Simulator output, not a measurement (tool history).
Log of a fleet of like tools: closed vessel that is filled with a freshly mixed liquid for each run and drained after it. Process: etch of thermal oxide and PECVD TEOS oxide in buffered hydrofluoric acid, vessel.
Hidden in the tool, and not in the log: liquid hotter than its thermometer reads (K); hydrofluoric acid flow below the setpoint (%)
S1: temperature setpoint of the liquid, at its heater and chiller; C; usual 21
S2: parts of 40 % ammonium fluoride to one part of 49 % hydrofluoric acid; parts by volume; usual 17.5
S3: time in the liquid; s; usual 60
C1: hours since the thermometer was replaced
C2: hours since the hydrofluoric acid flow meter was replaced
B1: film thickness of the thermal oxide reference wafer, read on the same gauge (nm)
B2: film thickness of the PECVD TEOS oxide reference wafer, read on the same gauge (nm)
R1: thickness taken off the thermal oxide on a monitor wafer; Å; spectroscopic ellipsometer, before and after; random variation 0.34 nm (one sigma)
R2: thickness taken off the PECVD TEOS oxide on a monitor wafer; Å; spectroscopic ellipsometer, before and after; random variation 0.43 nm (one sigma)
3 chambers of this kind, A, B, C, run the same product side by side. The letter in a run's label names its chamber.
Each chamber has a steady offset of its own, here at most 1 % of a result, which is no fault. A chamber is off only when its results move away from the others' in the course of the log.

| run | hour | S1 | S2 | S3 | C1 | C2 | B1 | B2 | R1 | R2 |
|---|---|---|---|---|---|---|---|---|---|---|
| 1A | 10.5 | 21 | 17.5 | 60 | 1685.4 | 398 | 130 | 129.99 | 340.44 | 532.73 |
| 2C | 25.3 | 21 | 17.5 | 60 | 274 | 865 | 130.02 | 130.07 | 345.01 | 534.75 |
| 3B | 40.8 | 21 | 17.5 | 60 | 653.8 | 354.6 | 130 | 130.01 | 342.03 | 530.73 |
| 4A | 48.1 | 21 | 17.5 | 60 | 1723 | 435.6 | 129.98 | 129.99 | 346.79 | 534.27 |
| 5C | 58.4 | 21 | 17.5 | 60 | 307.1 | 898.1 | 130 | 130.03 | 339.31 | 526.68 |
| 6B | 70.6 | 21 | 17.5 | 60 | 683.6 | 384.4 | 130.02 | 129.99 | 342.59 | 538.33 |
| 7B | 79.4 | 21 | 17.5 | 60 | 692.4 | 393.2 | 129.97 | 129.97 | 346.16 | 542.88 |
| 8A | 93 | 21 | 17.5 | 40 | 1767.9 | 480.5 | 129.99 | 130.01 | 232.75 | 356.16 |
| 9C | 101.8 | 21 | 17.5 | 40 | 350.5 | 941.5 | 129.97 | 129.96 | 225.19 | 348.58 |
| 10C | 109.2 | 21 | 17.5 | 40 | 357.9 | 948.9 | 130.02 | 130.05 | 223.88 | 346.76 |
| 11B | 120.2 | 21 | 17.5 | 60 | 733.2 | 434 | 129.98 | 130 | 341.72 | 528.68 |
| 12A | 134.4 | 21 | 17.5 | 60 | 1809.3 | 521.9 | 130 | 129.96 | 344.88 | 533.67 |
| 13A | 143.8 | 21 | 17.5 | 75 | 1818.7 | 531.3 | 129.99 | 130.01 | 430.49 | 672.29 |
| 14C | 151.5 | 21 | 17.5 | 75 | 400.2 | 991.2 | 130.01 | 130.02 | 407.09 | 638.91 |
| 15B | 163.2 | 21 | 17.5 | 75 | 776.2 | 477 | 130.01 | 130.03 | 436.23 | 673.95 |
| 16B | 175.6 | 21 | 17.5 | 60 | 788.6 | 489.4 | 130 | 130.02 | 336.03 | 536.08 |
| 17A | 186.1 | 21 | 17.5 | 60 | 1861 | 573.6 | 129.97 | 129.99 | 345.22 | 537.07 |
| 18C | 196.9 | 21 | 17.5 | 30 | 445.6 | 1036.6 | 130.02 | 130.01 | 159.59 | 250.71 |
| 19A | 205.9 | 21 | 17.5 | 30 | 1880.8 | 593.4 | 130.01 | 129.99 | 173.1 | 265.33 |
| 20B | 219.2 | 21 | 17.5 | 30 | 832.2 | 533 | 130 | 130.01 | 172.02 | 268.72 |
| 21C | 229.6 | 21 | 17.5 | 60 | 478.3 | 1069.3 | 130.01 | 130 | 318.33 | 499.99 |
| 22C | 240.3 | 21 | 17.5 | 60 | 489 | 1080 | 129.98 | 130.04 | 323.72 | 486.87 |
| 23B | 255.7 | 21 | 17.5 | 60 | 868.7 | 569.5 | 130.01 | 130.02 | 343.58 | 528.77 |
| 24A | 264.9 | 21 | 17.5 | 60 | 1939.8 | 652.4 | 129.99 | 129.98 | 345.5 | 534.7 |
|  | 274.5 | chamber B: thermometer replaced |
| 25C | 279.9 | 21 | 17.5 | 60 | 528.6 | 1119.6 | 130.01 | 129.99 | 311.14 | 478.66 |
| 26A | 290.5 | 23.5 | 17.5 | 35 | 1965.4 | 678 | 129.98 | 129.99 | 231.49 | 357.86 |
| 27B | 299.3 | 23.5 | 17.5 | 35 | 24.9 | 613.1 | 130.02 | 129.96 | 228.05 | 362.37 |
| 28C | 311.8 | 23.5 | 17.5 | 35 | 560.5 | 1151.5 | 130 | 129.99 | 205.07 | 317.03 |
| 29B | 319.6 | 21 | 14 | 90 | 45.2 | 633.4 | 129.97 | 129.94 | 636.4 | 1003.5 |
| 30A | 326.8 | 21 | 14 | 90 | 2001.7 | 714.3 | 130 | 130.01 | 644.97 | 991.25 |

What goes on in this fleet: one chamber off, a drifting gauge, or nothing beyond the chambers' own small offsets? Name the chamber and the cause, if any.

Chamber C drifts away from the others.
Cause: hydrofluoric acid flow below the setpoint (%) = 12.2.
The log may not tell that from: liquid colder than its thermometer reads (K).

Here are 4 candidates for chamber C's next run, each the usual settings with a change, their results left as question marks. Which one brings its results back in line with what the others give on the usual settings?
In line means no further than this from the other chambers' mean on the usual settings: R1 12 Å; R2 15 Å
| 31C-1 | 337.9 | 20.5 | 19 | 50 |  |  |  |  | ? | ? |
| 31C-2 | 337.9 | 21.5 | 17 | 65 |  |  |  |  | ? | ? |
| 31C-3 | 337.9 | 20.5 | 18 | 55 |  |  |  |  | ? | ? |
| 31C-4 | 337.9 | 21.5 | 16 | 70 |  |  |  |  | ? | ? |

The other chambers' mean on the usual settings: R1 344.45 Å; R2 534.99 Å
| run | R1 | R2 |
|---|---|---|
| 31C-1 | 230.38 | 357.47 |
| 31C-2 | 345.33 | 535.81 |
| 31C-3 | 263.07 | 408.18 |
| 31C-4 | 394.9 | 612.73 |
31C-2 brings the chamber back in line.
